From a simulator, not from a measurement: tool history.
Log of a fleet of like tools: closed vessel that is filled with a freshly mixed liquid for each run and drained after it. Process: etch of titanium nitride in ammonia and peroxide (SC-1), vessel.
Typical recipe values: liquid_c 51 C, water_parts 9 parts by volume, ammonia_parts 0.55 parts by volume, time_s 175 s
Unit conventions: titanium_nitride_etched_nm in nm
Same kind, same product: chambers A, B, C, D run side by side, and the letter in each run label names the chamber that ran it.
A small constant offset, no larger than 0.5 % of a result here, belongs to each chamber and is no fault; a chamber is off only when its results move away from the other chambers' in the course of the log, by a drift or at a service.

| run | hour | liquid_c | water_parts | ammonia_parts | time_s | hours since the thermometer was replaced | hours since the ammonia flow meter was replaced | hours since the drum of ammonia solution was connected | read-back film thickness of the titanium nitride reference wafer, read on the same gauge (nm) | titanium_nitride_etched_nm |
|---|---|---|---|---|---|---|---|---|---|---|
| 1D | 3.9 | 51 | 9 | 0.55 | 175 | 1329.7 | 111.3 | 120.6 | 70.022 | 8.3567 |
| 2B | 10.3 | 51 | 9 | 0.55 | 175 | 2178.9 | 59.5 | 20.4 | 69.983 | 8.3511 |
| 3C | 16.2 | 51 | 9 | 0.55 | 175 | 1159.5 | 2075.1 | 507.2 | 70.023 | 8.3482 |
| 4A | 21.7 | 51 | 9 | 0.55 | 175 | 338.4 | 1310.3 | 267.8 | 69.986 | 8.2897 |
| 5D | 25.6 | 51 | 9 | 0.55 | 175 | 1351.4 | 133 | 142.3 | 70.023 | 8.3465 |
| 6C | 29.5 | 51 | 9 | 0.55 | 175 | 1172.8 | 2088.4 | 520.5 | 70.016 | 8.3693 |
| 7A | 35.6 | 51 | 9 | 0.55 | 175 | 352.3 | 1324.2 | 281.7 | 70.011 | 8.3007 |
| 8B | 42.3 | 51 | 9 | 0.55 | 175 | 2210.9 | 91.5 | 52.4 | 70.025 | 8.372 |
| 9C | 46.2 | 51 | 9 | 0.55 | 175 | 1189.5 | 2105.1 | 537.2 | 69.993 | 8.474 |
| 10A | 50 | 51 | 9 | 0.55 | 175 | 366.7 | 1338.6 | 296.1 | 69.99 | 8.3028 |
| 11D | 55.2 | 51 | 9 | 0.55 | 175 | 1381 | 162.6 | 171.9 | 70.035 | 8.4348 |
| 12B | 59.6 | 51 | 12 | 0.55 | 175 | 2228.2 | 108.8 | 69.7 | 70.003 | 7.2197 |
| 13C | 66.8 | 51 | 12 | 0.55 | 175 | 1210.1 | 2125.7 | 557.8 | 70.022 | 7.3487 |
| 14D | 71.7 | 51 | 12 | 0.55 | 175 | 1397.5 | 179.1 | 188.4 | 70.008 | 7.1678 |
| 15A | 77.7 | 51 | 12 | 0.55 | 175 | 394.4 | 1366.3 | 323.8 | 70.022 | 7.1576 |
| 16B | 84.9 | 47 | 9 | 0.55 | 175 | 2253.5 | 134.1 | 95 | 70.022 | 6.2939 |
| 17D | 91 | 47 | 9 | 0.55 | 175 | 1416.8 | 198.4 | 207.7 | 70.027 | 6.3357 |
| 18B | 96.4 | 47 | 9 | 0.55 | 175 | 2265 | 145.6 | 106.5 | 70.038 | 6.3644 |
| 19A | 103.1 | 47 | 9 | 0.55 | 175 | 419.8 | 1391.7 | 349.2 | 69.993 | 6.3162 |
| 20C | 107.5 | 43.5 | 10.5 | 0.55 | 175 | 1250.8 | 2166.4 | 598.5 | 70.001 | 4.7229 |
| 21B | 115.4 | 43.5 | 10.5 | 0.55 | 175 | 2284 | 164.6 | 125.5 | 70.008 | 4.5264 |
| 22A | 122.2 | 43.5 | 10.5 | 0.55 | 175 | 438.9 | 1410.8 | 368.3 | 70.009 | 4.528 |
| 23C | 127.7 | 43.5 | 10.5 | 0.55 | 175 | 1271 | 2186.6 | 618.7 | 69.985 | 4.7842 |
| 24D | 134.2 | 51 | 9 | 0.55 | 175 | 1460 | 241.6 | 250.9 | 70.032 | 8.4168 |
| 25C | 141.4 | 51 | 9 | 0.55 | 175 | 1284.7 | 2200.3 | 632.4 | 70.006 | 8.7714 |
| 26D | 147.5 | 51 | 9 | 0.55 | 175 | 1473.3 | 254.9 | 264.2 | 70.042 | 8.386 |

Does one chamber stand apart from the rest, does the shared gauge drift, or is all well apart from small per-chamber offsets? Give the chamber and the most likely cause, where there is one.

It is chamber C that slowly wanders off from its peers.
Most likely cause: liquid hotter than its thermometer reads (K) = 0.818.

Chamber C could run next with any of the 4 candidate recipes listed below; each alters the usual settings, and their results appear as question marks. Which one brings its results back in line with what the other chambers deliver on the usual settings?
Maximum distance from the other chambers' mean on the usual settings for a result to count as in line: titanium_nitride_etched_nm 0.11 nm
| 27C-1 | 153.2 | 51.5 | 9 | 0.55 | 180 |  |  |  |  | ? |
| 27C-2 | 153.2 | 51 | 9 | 0.55 | 180 |  |  |  |  | ? |
| 27C-3 | 153.2 | 51 | 9 | 0.55 | 170 |  |  |  |  | ? |
| 27C-4 | 153.2 | 51 | 9 | 0.55 | 165 |  |  |  |  | ? |

Usual-settings mean across the other chambers: titanium_nitride_etched_nm 8.3591 nm
| run | titanium_nitride_etched_nm |
|---|---|
| 27C-1 | 9.4764 |
| 27C-2 | 9.156 |
| 27C-3 | 8.6473 |
| 27C-4 | 8.393 |
The right change is 27C-4: it brings the chamber back within the allowed miss of the others.

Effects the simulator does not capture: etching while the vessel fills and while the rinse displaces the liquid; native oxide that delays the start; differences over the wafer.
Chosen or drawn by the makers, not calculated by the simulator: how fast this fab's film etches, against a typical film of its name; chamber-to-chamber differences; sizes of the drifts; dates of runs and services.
